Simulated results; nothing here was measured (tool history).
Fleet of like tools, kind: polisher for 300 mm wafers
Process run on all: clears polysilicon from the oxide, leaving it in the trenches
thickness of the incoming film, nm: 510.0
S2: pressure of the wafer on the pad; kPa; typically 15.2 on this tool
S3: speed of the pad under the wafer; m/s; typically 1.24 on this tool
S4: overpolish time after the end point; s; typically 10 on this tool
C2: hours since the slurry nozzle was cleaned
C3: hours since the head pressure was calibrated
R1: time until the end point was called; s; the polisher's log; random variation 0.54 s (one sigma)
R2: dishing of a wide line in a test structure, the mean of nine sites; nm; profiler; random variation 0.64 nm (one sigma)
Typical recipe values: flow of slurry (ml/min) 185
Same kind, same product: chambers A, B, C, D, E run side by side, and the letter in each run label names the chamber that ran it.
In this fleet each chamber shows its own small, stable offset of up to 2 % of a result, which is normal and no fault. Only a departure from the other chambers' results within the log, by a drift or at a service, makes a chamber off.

-- hour=0.7 chamber C: worn pad replaced by a new one
run 1A hour=3.7 | flow_of_slurry_(ml/min)=185 S2=15.2 S3=1.24 S4=10 | wafers_polished_on_this_pad=485 C2=65.6 C3=470.4 | R1=39.835 R2=28.461
run 2B hour=7.1 | flow_of_slurry_(ml/min)=185 S2=15.2 S3=1.24 S4=10 | wafers_polished_on_this_pad=460 C2=682.5 C3=396.5 | R1=40.826 R2=28.064
-- hour=10.3 chamber D: worn pad replaced by a new one
run 3E hour=11.4 | flow_of_slurry_(ml/min)=185 S2=15.2 S3=1.24 S4=10 | wafers_polished_on_this_pad=230 C2=373.9 C3=1319.9 | R1=39.681 R2=28.958
run 4D hour=13.6 | flow_of_slurry_(ml/min)=185 S2=15.2 S3=1.24 S4=10 | wafers_polished_on_this_pad=26 C2=200.1 C3=119 | R1=38.837 R2=28.871
run 5C hour=18 | flow_of_slurry_(ml/min)=185 S2=15.2 S3=1.24 S4=10 | wafers_polished_on_this_pad=135 C2=227.3 C3=692.7 | R1=40.279 R2=27.065
run 6E hour=20.6 | flow_of_slurry_(ml/min)=185 S2=15.2 S3=1.24 S4=10 | wafers_polished_on_this_pad=302 C2=383.1 C3=1329.1 | R1=39.893 R2=27.712
run 7D hour=23 | flow_of_slurry_(ml/min)=185 S2=15.2 S3=1.24 S4=10 | wafers_polished_on_this_pad=99 C2=209.5 C3=128.4 | R1=38.761 R2=27.7
run 8A hour=26.7 | flow_of_slurry_(ml/min)=185 S2=15.2 S3=1.24 S4=10 | wafers_polished_on_this_pad=664 C2=88.6 C3=493.4 | R1=40.722 R2=27.789
run 9B hour=31.5 | flow_of_slurry_(ml/min)=185 S2=15.2 S3=1.24 S4=10 | wafers_polished_on_this_pad=651 C2=706.9 C3=420.9 | R1=40.216 R2=27.807
run 10C hour=33.7 | flow_of_slurry_(ml/min)=185 S2=15.2 S3=1.24 S4=10 | wafers_polished_on_this_pad=257 C2=243 C3=708.4 | R1=41.049 R2=28.12
run 11D hour=36.1 | flow_of_slurry_(ml/min)=185 S2=15.2 S3=1.24 S4=10 | wafers_polished_on_this_pad=201 C2=222.6 C3=141.5 | R1=39.488 R2=29.12
-- hour=38.1 chamber E: head pressure recalibrated
run 12E hour=39.3 | flow_of_slurry_(ml/min)=185 S2=15.2 S3=1.24 S4=10 | wafers_polished_on_this_pad=448 C2=401.8 C3=1.3 | R1=40.638 R2=28.042
run 13B hour=43 | flow_of_slurry_(ml/min)=185 S2=15.2 S3=1.24 S4=4 | wafers_polished_on_this_pad=740 C2=718.4 C3=432.4 | R1=40.372 R2=23.773
run 14A hour=47.2 | flow_of_slurry_(ml/min)=185 S2=15.2 S3=1.24 S4=4 | wafers_polished_on_this_pad=824 C2=109.1 C3=513.9 | R1=40.296 R2=23.658
run 15C hour=50 | flow_of_slurry_(ml/min)=185 S2=15.2 S3=1.24 S4=4 | wafers_polished_on_this_pad=384 C2=259.3 C3=724.7 | R1=40.44 R2=23.068
run 16B hour=53.9 | flow_of_slurry_(ml/min)=185 S2=15.2 S3=1.24 S4=4 | wafers_polished_on_this_pad=825 C2=729.3 C3=443.3 | R1=39.587 R2=23.514
run 17C hour=57.2 | flow_of_slurry_(ml/min)=185 S2=15.2 S3=1.24 S4=4 | wafers_polished_on_this_pad=441 C2=266.5 C3=731.9 | R1=40.481 R2=24.269
run 18E hour=61.6 | flow_of_slurry_(ml/min)=185 S2=15.2 S3=1.24 S4=10 | wafers_polished_on_this_pad=621 C2=424.1 C3=23.6 | R1=40.283 R2=28.185
run 19D hour=64.2 | flow_of_slurry_(ml/min)=185 S2=15.2 S3=1.24 S4=10 | wafers_polished_on_this_pad=420 C2=250.7 C3=169.6 | R1=39.191 R2=28.821
run 20A hour=68.6 | flow_of_slurry_(ml/min)=185 S2=15.2 S3=1.24 S4=10 | wafers_polished_on_this_pad=991 C2=130.5 C3=535.3 | R1=39.096 R2=28.518
-- hour=69.4 chamber E: worn pad replaced by a new one
run 21A hour=73.1 | flow_of_slurry_(ml/min)=185 S2=15.2 S3=1.24 S4=10 | wafers_polished_on_this_pad=1026 C2=135 C3=539.8 | R1=40.167 R2=28.947
run 22B hour=76.5 | flow_of_slurry_(ml/min)=185 S2=15.2 S3=1.24 S4=10 | wafers_polished_on_this_pad=1002 C2=751.9 C3=465.9 | R1=39.768 R2=28.007
run 23E hour=78.8 | flow_of_slurry_(ml/min)=185 S2=18.6 S3=1.24 S4=10 | wafers_polished_on_this_pad=74 C2=441.3 C3=40.8 | R1=32.512 R2=28.295
-- hour=80 chamber B: slurry nozzle cleaned
run 24C hour=82.8 | flow_of_slurry_(ml/min)=185 S2=18.6 S3=1.24 S4=10 | wafers_polished_on_this_pad=640 C2=292.1 C3=757.5 | R1=33.236 R2=28.55
run 25D hour=87.5 | flow_of_slurry_(ml/min)=185 S2=18.6 S3=1.24 S4=10 | wafers_polished_on_this_pad=602 C2=274 C3=192.9 | R1=31.57 R2=28.768
-- hour=88.8 chamber D: worn pad replaced by a new one
run 26D hour=91.1 | flow_of_slurry_(ml/min)=185 S2=18.6 S3=1.24 S4=10 | wafers_polished_on_this_pad=18 C2=277.6 C3=196.5 | R1=31.902 R2=28.572
run 27B hour=93.9 | flow_of_slurry_(ml/min)=185 S2=18.6 S3=1.24 S4=10 | wafers_polished_on_this_pad=1137 C2=14 C3=483.3 | R1=32.702 R2=28.934
run 28C hour=98.3 | flow_of_slurry_(ml/min)=185 S2=15.2 S3=1.24 S4=10 | wafers_polished_on_this_pad=761 C2=307.6 C3=773 | R1=39.88 R2=27.993
-- hour=100.3 chamber A: worn pad replaced by a new one
run 29E hour=101.6 | flow_of_slurry_(ml/min)=185 S2=15.2 S3=1.24 S4=10 | wafers_polished_on_this_pad=251 C2=464.1 C3=63.6 | R1=39.894 R2=27.918
run 30A hour=103.7 | flow_of_slurry_(ml/min)=185 S2=15.2 S3=1.24 S4=10 | wafers_polished_on_this_pad=27 C2=165.6 C3=570.4 | R1=40.075 R2=28.728
run 31B hour=106 | flow_of_slurry_(ml/min)=185 S2=11.7 S3=1.24 S4=10 | wafers_polished_on_this_pad=1232 C2=26.1 C3=495.4 | R1=51.546 R2=27.723
run 32C hour=109.6 | flow_of_slurry_(ml/min)=185 S2=11.7 S3=1.24 S4=10 | wafers_polished_on_this_pad=849 C2=318.9 C3=784.3 | R1=52.022 R2=28.968
run 33A hour=111.8 | flow_of_slurry_(ml/min)=185 S2=11.7 S3=1.24 S4=10 | wafers_polished_on_this_pad=90 C2=173.7 C3=578.5 | R1=52.398 R2=27.53
run 34E hour=115.2 | flow_of_slurry_(ml/min)=185 S2=11.7 S3=1.24 S4=10 | wafers_polished_on_this_pad=357 C2=477.7 C3=77.2 | R1=51.185 R2=27.884

Has any chamber moved away from the others, gradually or after a service, or does the common gauge drift, or do the chambers differ only by their own small steady offsets? State the chamber and the most likely cause if one applies.

Neither any chamber nor the gauge drifts; the chambers differ only by their own small, steady offsets.
